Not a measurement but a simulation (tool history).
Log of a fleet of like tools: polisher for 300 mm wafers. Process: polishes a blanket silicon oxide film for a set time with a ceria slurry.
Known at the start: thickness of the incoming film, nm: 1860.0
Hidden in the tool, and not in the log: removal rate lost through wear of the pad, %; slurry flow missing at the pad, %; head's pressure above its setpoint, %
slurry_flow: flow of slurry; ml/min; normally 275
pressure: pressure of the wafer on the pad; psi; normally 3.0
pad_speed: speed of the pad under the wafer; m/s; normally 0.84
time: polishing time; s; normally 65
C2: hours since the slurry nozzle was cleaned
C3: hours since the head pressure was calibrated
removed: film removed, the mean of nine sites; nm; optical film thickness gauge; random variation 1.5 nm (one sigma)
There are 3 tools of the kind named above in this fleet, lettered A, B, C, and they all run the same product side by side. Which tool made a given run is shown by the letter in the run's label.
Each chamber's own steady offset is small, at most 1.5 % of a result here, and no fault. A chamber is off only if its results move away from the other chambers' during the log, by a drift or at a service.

{"hour": 5.8, "done": "chamber A: head pressure recalibrated"}
{"run": "1C", "hour": 11.6, "slurry_flow": 275, "pressure": 3.0, "pad_speed": 0.84, "time": 65, "wafers polished on this pad": 545, "C2": 452.5, "C3": 734.7, "removed": 186.0}
{"hour": 13.5, "done": "chamber B: worn pad replaced by a new one"}
{"run": "2A", "hour": 18.8, "slurry_flow": 275, "pressure": 3.0, "pad_speed": 0.84, "time": 65, "wafers polished on this pad": 421, "C2": 38.2, "C3": 13.0, "removed": 187.66}
{"run": "3B", "hour": 30.7, "slurry_flow": 275, "pressure": 3.0, "pad_speed": 0.84, "time": 65, "wafers polished on this pad": 214, "C2": 169.9, "C3": 1004.0, "removed": 187.23}
{"run": "4B", "hour": 40.8, "slurry_flow": 275, "pressure": 3.0, "pad_speed": 0.84, "time": 65, "wafers polished on this pad": 339, "C2": 180.0, "C3": 1014.1, "removed": 185.46}
{"run": "5C", "hour": 51.5, "slurry_flow": 235, "pressure": 3.0, "pad_speed": 0.7, "time": 65, "wafers polished on this pad": 1040, "C2": 492.4, "C3": 774.6, "removed": 153.33}
{"hour": 57.8, "done": "chamber C: slurry nozzle cleaned"}
{"run": "6A", "hour": 64.3, "slurry_flow": 235, "pressure": 3.0, "pad_speed": 0.7, "time": 65, "wafers polished on this pad": 986, "C2": 83.7, "C3": 58.5, "removed": 151.75}
{"hour": 76.3, "done": "chamber A: worn pad replaced by a new one"}
{"run": "7A", "hour": 77.1, "slurry_flow": 235, "pressure": 3.0, "pad_speed": 0.7, "time": 65, "wafers polished on this pad": 10, "C2": 96.5, "C3": 71.3, "removed": 153.67}
{"hour": 88.4, "done": "chamber B: worn pad replaced by a new one"}
{"run": "8C", "hour": 92.3, "slurry_flow": 275, "pressure": 3.0, "pad_speed": 0.84, "time": 65, "wafers polished on this pad": 1546, "C2": 34.5, "C3": 815.4, "removed": 187.63}
{"run": "9B", "hour": 107.4, "slurry_flow": 330, "pressure": 3.7, "pad_speed": 0.84, "time": 65, "wafers polished on this pad": 236, "C2": 246.6, "C3": 1080.7, "removed": 230.1}
{"run": "10B", "hour": 117.3, "slurry_flow": 330, "pressure": 3.7, "pad_speed": 0.84, "time": 65, "wafers polished on this pad": 359, "C2": 256.5, "C3": 1090.6, "removed": 232.12}
{"run": "11C", "hour": 130.1, "slurry_flow": 330, "pressure": 3.7, "pad_speed": 0.84, "time": 65, "wafers polished on this pad": 2015, "C2": 72.3, "C3": 853.2, "removed": 233.68}
{"run": "12A", "hour": 138.2, "slurry_flow": 275, "pressure": 3.0, "pad_speed": 0.84, "time": 65, "wafers polished on this pad": 767, "C2": 157.6, "C3": 132.4, "removed": 189.15}
{"run": "13C", "hour": 152.1, "slurry_flow": 275, "pressure": 3.0, "pad_speed": 0.84, "time": 65, "wafers polished on this pad": 2288, "C2": 94.3, "C3": 875.2, "removed": 182.65}
{"hour": 161.7, "done": "chamber B: head pressure recalibrated"}
{"run": "14A", "hour": 163.9, "slurry_flow": 275, "pressure": 3.0, "pad_speed": 0.84, "time": 65, "wafers polished on this pad": 1086, "C2": 183.3, "C3": 158.1, "removed": 188.4}
{"hour": 170.2, "done": "chamber B: worn pad replaced by a new one"}
{"run": "15B", "hour": 172.7, "slurry_flow": 275, "pressure": 3.0, "pad_speed": 0.84, "time": 65, "wafers polished on this pad": 31, "C2": 311.9, "C3": 11.1, "removed": 184.46}
{"run": "16B", "hour": 181.5, "slurry_flow": 275, "pressure": 3.0, "pad_speed": 0.84, "time": 65, "wafers polished on this pad": 140, "C2": 320.7, "C3": 19.9, "removed": 184.61}
{"hour": 192.9, "done": "chamber A: worn pad replaced by a new one"}
{"run": "17C", "hour": 195.0, "slurry_flow": 275, "pressure": 3.0, "pad_speed": 0.84, "time": 46, "wafers polished on this pad": 2820, "C2": 137.2, "C3": 918.1, "removed": 125.67}
{"run": "18A", "hour": 209.4, "slurry_flow": 275, "pressure": 3.0, "pad_speed": 0.84, "time": 46, "wafers polished on this pad": 205, "C2": 228.8, "C3": 203.6, "removed": 131.66}
{"run": "19B", "hour": 219.9, "slurry_flow": 275, "pressure": 3.0, "pad_speed": 0.84, "time": 46, "wafers polished on this pad": 616, "C2": 359.1, "C3": 58.3, "removed": 132.05}
{"run": "20A", "hour": 231.2, "slurry_flow": 275, "pressure": 3.0, "pad_speed": 0.84, "time": 65, "wafers polished on this pad": 475, "C2": 250.6, "C3": 225.4, "removed": 187.73}
{"run": "21C", "hour": 241.4, "slurry_flow": 275, "pressure": 3.0, "pad_speed": 0.84, "time": 65, "wafers polished on this pad": 3395, "C2": 183.6, "C3": 964.5, "removed": 169.17}
{"hour": 256.2, "done": "chamber B: worn pad replaced by a new one"}
{"run": "22B", "hour": 256.4, "slurry_flow": 275, "pressure": 3.0, "pad_speed": 0.84, "time": 65, "wafers polished on this pad": 2, "C2": 395.6, "C3": 94.8, "removed": 186.26}
{"run": "23C", "hour": 269.6, "slurry_flow": 275, "pressure": 3.0, "pad_speed": 0.84, "time": 65, "wafers polished on this pad": 3745, "C2": 211.8, "C3": 992.7, "removed": 166.71}

One chamber off, gauge drift, or nothing amiss beyond the chambers' own small offsets? If it is a chamber, which one, and what is the likeliest cause?

One chamber, C, drifts off from the rest bit by bit.
Likeliest cause: removal rate lost through wear of the pad, % = 10.1.
With only this log, it may be confused with: head's pressure below its setpoint, %.

Which of the 4 candidates below, each the usual settings with something changed and its results left as question marks, puts chamber C back in line with what the other chambers give on the usual settings?
In line here means within this much of the mean the other chambers give on the usual settings: removed 5.30 nm
{"run": "24C-1", "hour": 280.7, "slurry_flow": 275, "pressure": 2.9, "pad_speed": 0.84, "time": 61, "removed": "?"}
{"run": "24C-2", "hour": 280.7, "slurry_flow": 275, "pressure": 2.8, "pad_speed": 0.84, "time": 60, "removed": "?"}
{"run": "24C-3", "hour": 280.7, "slurry_flow": 275, "pressure": 3.1, "pad_speed": 0.86, "time": 67, "removed": "?"}
{"run": "24C-4", "hour": 280.7, "slurry_flow": 275, "pressure": 3.0, "pad_speed": 0.84, "time": 75, "removed": "?"}

On the usual settings, the other chambers give on average: removed 185.82 nm
run=24C-1 removed=153.36
run=24C-2 removed=145.69
run=24C-3 removed=184.28
run=24C-4 removed=195.01
With 24C-3, the chamber falls back in line with the rest.

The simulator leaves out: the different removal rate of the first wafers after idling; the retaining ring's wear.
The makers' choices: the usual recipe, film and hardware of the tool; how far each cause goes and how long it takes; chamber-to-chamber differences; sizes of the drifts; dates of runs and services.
